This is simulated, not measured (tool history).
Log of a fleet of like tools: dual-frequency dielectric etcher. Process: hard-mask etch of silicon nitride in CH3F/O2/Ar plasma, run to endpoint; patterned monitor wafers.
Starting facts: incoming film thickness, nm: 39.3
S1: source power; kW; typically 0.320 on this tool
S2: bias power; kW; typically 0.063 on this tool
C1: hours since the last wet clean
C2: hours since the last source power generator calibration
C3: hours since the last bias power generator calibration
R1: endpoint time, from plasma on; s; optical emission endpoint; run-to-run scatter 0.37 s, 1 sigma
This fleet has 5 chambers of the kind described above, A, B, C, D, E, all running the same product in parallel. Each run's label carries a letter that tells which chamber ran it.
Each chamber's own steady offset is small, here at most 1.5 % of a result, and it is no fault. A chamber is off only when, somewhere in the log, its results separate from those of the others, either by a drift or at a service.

run   hour     S1     S2     C1      C2      C3      R1
 1D    6.6  0.320  0.063  181.4   303.4  2379.8  65.455
 2B   10.3  0.320  0.063  249.2   259.1   202.8  64.628
 3C   14.7  0.320  0.063  310.9   122.4   686.2  63.673
 4A   18.5  0.320  0.063  557.5   861.6  3031.7  64.903
 5E   24.3  0.320  0.063  159.9   403.7   408.0  64.562
 6E   31.8  0.320  0.063  167.4   411.2   415.5  64.809
 7A   35.6  0.260  0.050  574.6   878.7  3048.8  77.224
 8B   39.6  0.260  0.050  278.5   288.4   232.1  76.739
      44.2  -- chamber A: wet clean of the chamber
 9C   44.7  0.260  0.050  340.9   152.4   716.2  75.033
10D   50.8  0.260  0.050  225.6   347.6  2424.0  76.487
11B   57.0  0.260  0.050  295.9   305.8   249.5  76.379
12D   63.6  0.320  0.063  238.4   360.4  2436.8  65.279
13C   67.3  0.320  0.063  363.5   175.0   738.8  63.567
14A   70.8  0.320  0.063   26.6   913.9  3084.0  65.439
15E   75.6  0.320  0.063  211.2   455.0   459.3  63.397
16B   81.2  0.320  0.063  320.1   330.0   273.7  65.239
17E   85.8  0.320  0.063  221.4   465.2   469.5  63.227
      86.0  -- chamber C: wet clean of the chamber
18C   91.5  0.320  0.073    5.6   199.2   763.0  61.345
19D   97.2  0.320  0.073  272.0   394.0  2470.4  62.966
20A  103.5  0.320  0.073   59.3   946.6  3116.7  61.652
21D  108.8  0.320  0.073  283.6   405.6  2482.0  62.197
22A  115.2  0.320  0.073   71.0   958.3  3128.4  61.824
23E  121.9  0.320  0.063  257.5   501.3   505.6  62.358
24B  125.9  0.350  0.052  364.8   374.7   318.4  66.214
25C  131.7  0.350  0.052   45.8   239.4   803.2  65.975
26E  136.6  0.350  0.052  272.2   516.0   520.3  64.801
27C  140.9  0.350  0.052   55.0   248.6   812.4  66.192
28D  145.5  0.350  0.052  320.3   442.3  2518.7  67.393
29B  149.3  0.320  0.063  388.2   398.1   341.8  65.219
30A  156.9  0.370  0.063  112.7  1000.0  3170.1  61.772
31E  164.2  0.370  0.063  299.8   543.6   547.9  59.027
32B  169.1  0.370  0.063  408.0   417.9   361.6  61.590
33A  175.5  0.370  0.063  131.3  1018.6  3188.7  62.347
     181.7  -- chamber B: wet clean of the chamber
34C  181.9  0.370  0.063   96.0   289.6   853.4  60.613
35D  188.3  0.320  0.063  363.1   485.1  2561.5  66.307
36D  193.5  0.320  0.063  368.3   490.3  2566.7  66.043
37C  200.2  0.320  0.063  114.3   307.9   871.7  64.191
38A  206.8  0.320  0.069  162.6  1049.9  3220.0  63.209
39B  212.7  0.320  0.069   31.1   461.5   405.2  62.848
40E  215.9  0.320  0.069  351.5   595.3   599.6  59.890
41D  222.5  0.320  0.069  397.3   519.3  2595.7  63.513

One chamber off, gauge drift, or nothing amiss beyond the chambers' own small offsets? If it is a chamber, which one, and what is the likeliest cause?

One chamber, E, drifts off from the rest bit by bit.
Most likely cause: etch rate over this chamber's usual, % = 4.97.

Here are 4 candidates for chamber E's next run, each the usual settings with a change, their results left as question marks. Which one brings its results back in line with what the others give on the usual settings?
A result is in line if it is within this distance of the other chambers' mean on the usual settings: R1 1.300 s
42E-1  227.9  0.280  0.055               ?
42E-2  227.9  0.320  0.073               ?
42E-3  227.9  0.320  0.053               ?
42E-4  227.9  0.360  0.071               ?

Usual-settings mean across the other chambers: R1 65.052 s
  run      R1
42E-1  67.599
42E-2  58.363
42E-3  65.054
42E-4  56.398
42E-3 is the one that brings the chamber's results back in line with the other chambers.
